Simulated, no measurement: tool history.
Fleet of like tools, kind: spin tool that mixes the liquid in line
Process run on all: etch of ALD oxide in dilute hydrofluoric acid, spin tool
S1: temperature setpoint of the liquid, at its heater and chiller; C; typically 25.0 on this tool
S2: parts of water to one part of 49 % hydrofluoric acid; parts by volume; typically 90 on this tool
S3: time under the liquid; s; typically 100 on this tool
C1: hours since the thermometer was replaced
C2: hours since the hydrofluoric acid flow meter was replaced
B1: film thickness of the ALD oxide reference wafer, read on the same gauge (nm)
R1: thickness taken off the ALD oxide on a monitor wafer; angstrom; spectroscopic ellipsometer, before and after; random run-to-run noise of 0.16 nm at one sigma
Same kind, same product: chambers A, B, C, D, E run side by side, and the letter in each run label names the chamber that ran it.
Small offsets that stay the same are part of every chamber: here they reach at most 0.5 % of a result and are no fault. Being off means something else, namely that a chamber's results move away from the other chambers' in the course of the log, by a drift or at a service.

run,hour,S1,S2,S3,C1,C2,B1,R1
1A,6.4,25.0,90,100,1333.7,324.9,140.03,172.97
2B,13.6,25.0,90,100,177.4,418.3,140.04,177.92
3E,19.2,25.0,90,100,221.2,693.7,139.99,176.26
4D,30.4,25.0,90,100,877.5,139.3,140.02,174.92
5C,37.0,25.0,90,100,398.2,247.5,139.99,171.64
6B,43.2,25.0,90,100,207.0,447.9,139.99,173.09
7A,50.7,25.0,90,100,1378.0,369.2,140.00,170.08
8E,62.9,25.0,90,100,264.9,737.4,140.01,174.55
9C,71.1,25.0,90,100,432.3,281.6,140.03,174.19
10D,79.1,25.0,90,100,926.2,188.0,140.01,172.59
11C,89.0,25.0,90,100,450.2,299.5,140.02,174.89
12E,95.4,25.0,90,100,297.4,769.9,140.02,174.01
13B,102.9,25.0,90,100,266.7,507.6,140.00,174.52
14A,111.6,25.0,90,100,1438.9,430.1,139.99,175.73
15D,121.9,25.0,90,100,969.0,230.8,140.03,173.15
16B,130.3,25.0,90,100,294.1,535.0,140.01,172.92
17A,139.1,25.0,90,100,1466.4,457.6,140.02,175.14
18C,145.3,25.0,90,100,506.5,355.8,140.02,174.36
19D,152.6,25.0,90,70,999.7,261.5,140.01,121.31
20E,158.8,25.0,90,70,360.8,833.3,140.00,121.90
21B,169.8,25.0,90,70,333.6,574.5,140.02,122.30
22D,182.1,25.0,90,70,1029.2,291.0,140.02,122.77
23A,191.7,25.0,90,70,1519.0,510.2,140.01,120.63
24E,200.1,25.0,90,100,402.1,874.6,139.97,175.58
25C,210.2,25.0,90,100,571.4,420.7,139.98,171.27
26E,217.5,25.0,90,100,419.5,892.0,140.00,170.67
27C,228.3,25.0,90,100,589.5,438.8,139.97,170.85
# hour 240.1: chamber D: hydrofluoric acid flow meter replaced
28D,240.6,25.0,90,100,1087.7,0.5,139.99,175.39
29B,246.6,25.0,90,100,410.4,651.3,140.00,181.57
30A,256.1,20.5,90,100,1583.4,574.6,139.99,146.37
31B,265.9,20.5,90,100,429.7,670.6,139.97,151.08
32E,273.5,20.5,90,100,475.5,948.0,140.02,147.51
33D,285.0,20.5,90,100,1132.1,44.9,140.01,146.26
34A,295.4,20.5,90,100,1622.7,613.9,139.99,144.88
35C,302.3,25.0,90,100,663.5,512.8,140.00,172.21
36E,309.2,25.0,90,100,511.2,983.7,139.96,173.80
37A,319.1,25.0,90,100,1646.4,637.6,140.03,174.51
38D,326.4,25.0,90,100,1173.5,86.3,139.97,174.29
39C,333.9,25.0,90,145,695.1,544.4,140.00,253.71
40B,344.7,25.0,90,145,508.5,749.4,139.99,263.06

Is one chamber out of step, is the gauge drifting, or do the chambers differ by no more than their own small offsets? For an off chamber, give its letter and the likeliest cause.

It is chamber B that slowly wanders off from its peers.
Cause: liquid hotter than its thermometer reads (K) = 1.42.
With only this log, it may be confused with: hydrofluoric acid flow above the setpoint (%).

Below are 4 candidate recipes for chamber B's next run, each the usual settings with a change, their results shown as question marks. Which of them brings B's results back in line with what the other chambers give on the usual settings?
To be in line, a result may differ from the other chambers' mean on the usual settings by at most: R1 5.60 angstrom
41B-1,353.7,25.0,90,95,,,,?
41B-2,353.7,24.5,100,100,,,,?
41B-3,353.7,25.0,90,105,,,,?
41B-4,353.7,25.0,80,100,,,,?

The mean the other chambers reach with the usual settings: R1 173.99 angstrom
run,R1
41B-1,174.11
41B-2,159.70
41B-3,192.43
41B-4,208.88
41B-1 puts the chamber back in line with the other chambers.
